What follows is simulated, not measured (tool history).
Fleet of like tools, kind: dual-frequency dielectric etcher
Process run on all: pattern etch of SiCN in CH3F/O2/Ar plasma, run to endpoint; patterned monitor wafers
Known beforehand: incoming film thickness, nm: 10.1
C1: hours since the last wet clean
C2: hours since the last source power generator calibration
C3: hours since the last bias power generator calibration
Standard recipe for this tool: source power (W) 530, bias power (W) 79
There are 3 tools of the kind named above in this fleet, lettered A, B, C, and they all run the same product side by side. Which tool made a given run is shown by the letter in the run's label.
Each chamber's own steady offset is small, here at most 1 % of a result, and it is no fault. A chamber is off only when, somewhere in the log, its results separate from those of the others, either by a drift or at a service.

At hour 0.9: chamber C: wet clean of the chamber.
Run 1C, hour 7.5: usual settings; C1 6.6; C2 1463.9; C3 1034.5. Result: endpoint time (s) 23.593.
Run 2A, hour 13.2: usual settings; C1 105.6; C2 2252.4; C3 1212.2. Result: endpoint time (s) 23.360.
Run 3B, hour 21.8: usual settings; C1 369.6; C2 629.2; C3 3418.6. Result: endpoint time (s) 23.715.
Run 4C, hour 28.6: usual settings; C1 27.7; C2 1485.0; C3 1055.6. Result: endpoint time (s) 23.886.
Run 5A, hour 38.1: usual settings; C1 130.5; C2 2277.3; C3 1237.1. Result: endpoint time (s) 23.418.
Run 6B, hour 47.8: usual settings; C1 395.6; C2 655.2; C3 3444.6. Result: endpoint time (s) 23.675.
At hour 49.1: chamber B: bias power generator calibrated.
Run 7B, hour 58.1: usual settings; C1 405.9; C2 665.5; C3 9.1. Result: endpoint time (s) 23.657.
Run 8C, hour 63.1: usual settings; C1 62.2; C2 1519.5; C3 1090.1. Result: endpoint time (s) 23.381.
Run 9A, hour 71.1: usual settings; C1 163.5; C2 2310.3; C3 1270.1. Result: endpoint time (s) 23.731.
Run 10B, hour 80.8: usual settings; C1 428.6; C2 688.2; C3 31.8. Result: endpoint time (s) 23.779.
Run 11A, hour 90.6: usual settings; C1 183.0; C2 2329.8; C3 1289.6. Result: endpoint time (s) 23.514.
Run 12C, hour 97.8: usual settings but source power (W) 460, bias power (W) 72; C1 96.9; C2 1554.2; C3 1124.8. Result: endpoint time (s) 25.424.
Run 13B, hour 107.7: usual settings but source power (W) 460, bias power (W) 72; C1 455.5; C2 715.1; C3 58.7. Result: endpoint time (s) 25.827.
At hour 111.2: chamber B: wet clean of the chamber.
Run 14A, hour 113.2: usual settings but source power (W) 460, bias power (W) 72; C1 205.6; C2 2352.4; C3 1312.2. Result: endpoint time (s) 25.510.
Run 15C, hour 118.9: usual settings; C1 118.0; C2 1575.3; C3 1145.9. Result: endpoint time (s) 23.504.
Run 16B, hour 126.5: usual settings; C1 15.3; C2 733.9; C3 77.5. Result: endpoint time (s) 22.639.
Run 17C, hour 136.5: usual settings; C1 135.6; C2 1592.9; C3 1163.5. Result: endpoint time (s) 23.387.
Run 18A, hour 143.4: usual settings; C1 235.8; C2 2382.6; C3 1342.4. Result: endpoint time (s) 23.291.
Run 19B, hour 149.1: usual settings; C1 37.9; C2 756.5; C3 100.1. Result: endpoint time (s) 22.512.
Run 20C, hour 159.4: usual settings; C1 158.5; C2 1615.8; C3 1186.4. Result: endpoint time (s) 23.891.
Run 21A, hour 166.7: usual settings; C1 259.1; C2 2405.9; C3 1365.7. Result: endpoint time (s) 23.692.
Run 22C, hour 171.6: usual settings; C1 170.7; C2 1628.0; C3 1198.6. Result: endpoint time (s) 23.666.
Run 23B, hour 178.1: usual settings; C1 66.9; C2 785.5; C3 129.1. Result: endpoint time (s) 22.694.
Run 24A, hour 183.4: usual settings; C1 275.8; C2 2422.6; C3 1382.4. Result: endpoint time (s) 23.335.
Run 25B, hour 192.5: usual settings; C1 81.3; C2 799.9; C3 143.5. Result: endpoint time (s) 22.838.
Run 26C, hour 198.6: usual settings; C1 197.7; C2 1655.0; C3 1225.6. Result: endpoint time (s) 23.463.
Run 27A, hour 206.9: usual settings; C1 299.3; C2 2446.1; C3 1405.9. Result: endpoint time (s) 23.525.
Run 28A, hour 212.9: usual settings; C1 305.3; C2 2452.1; C3 1411.9. Result: endpoint time (s) 23.285.
Run 29C, hour 221.8: usual settings; C1 220.9; C2 1678.2; C3 1248.8. Result: endpoint time (s) 23.576.
Run 30B, hour 230.2: usual settings; C1 119.0; C2 837.6; C3 181.2. Result: endpoint time (s) 22.343.
At hour 237.5: chamber A: wet clean of the chamber.
Run 31C, hour 237.9: usual settings; C1 237.0; C2 1694.3; C3 1264.9. Result: endpoint time (s) 23.696.
Run 32B, hour 244.7: usual settings; C1 133.5; C2 852.1; C3 195.7. Result: endpoint time (s) 22.413.
Run 33A, hour 252.7: usual settings; C1 15.2; C2 2491.9; C3 1451.7. Result: endpoint time (s) 23.373.
Run 34C, hour 260.1: usual settings; C1 259.2; C2 1716.5; C3 1287.1. Result: endpoint time (s) 23.593.
Run 35A, hour 267.4: usual settings but bias power (W) 59; C1 29.9; C2 2506.6; C3 1466.4. Result: endpoint time (s) 26.032.
Run 36B, hour 277.7: usual settings but bias power (W) 59; C1 166.5; C2 885.1; C3 228.7. Result: endpoint time (s) 25.045.
Run 37A, hour 285.6: usual settings but bias power (W) 59; C1 48.1; C2 2524.8; C3 1484.6. Result: endpoint time (s) 25.993.
Run 38B, hour 290.7: usual settings; C1 179.5; C2 898.1; C3 241.7. Result: endpoint time (s) 22.695.
Run 39C, hour 295.4: usual settings; C1 294.5; C2 1751.8; C3 1322.4. Result: endpoint time (s) 23.968.
Run 40B, hour 301.8: usual settings but source power (W) 450, bias power (W) 71; C1 190.6; C2 909.2; C3 252.8. Result: endpoint time (s) 24.674.
Run 41C, hour 312.0: usual settings but source power (W) 450, bias power (W) 71; C1 311.1; C2 1768.4; C3 1339.0. Result: endpoint time (s) 25.659.
Run 42A, hour 317.8: usual settings but source power (W) 450, bias power (W) 71; C1 80.3; C2 2557.0; C3 1516.8. Result: endpoint time (s) 25.879.
Run 43C, hour 323.9: usual settings; C1 323.0; C2 1780.3; C3 1350.9. Result: endpoint time (s) 23.698.

Predict what each chamber gives when all 3 of them run the settings below next.
Run 44A, hour 331.3: usual settings. Result: endpoint time (s) ?.
Run 44B, hour 331.3: usual settings. Result: endpoint time (s) ?.
Run 44C, hour 331.3: usual settings. Result: endpoint time (s) ?.

run  endpoint time (s)
44A             23.233
44B             22.675
44C             23.695
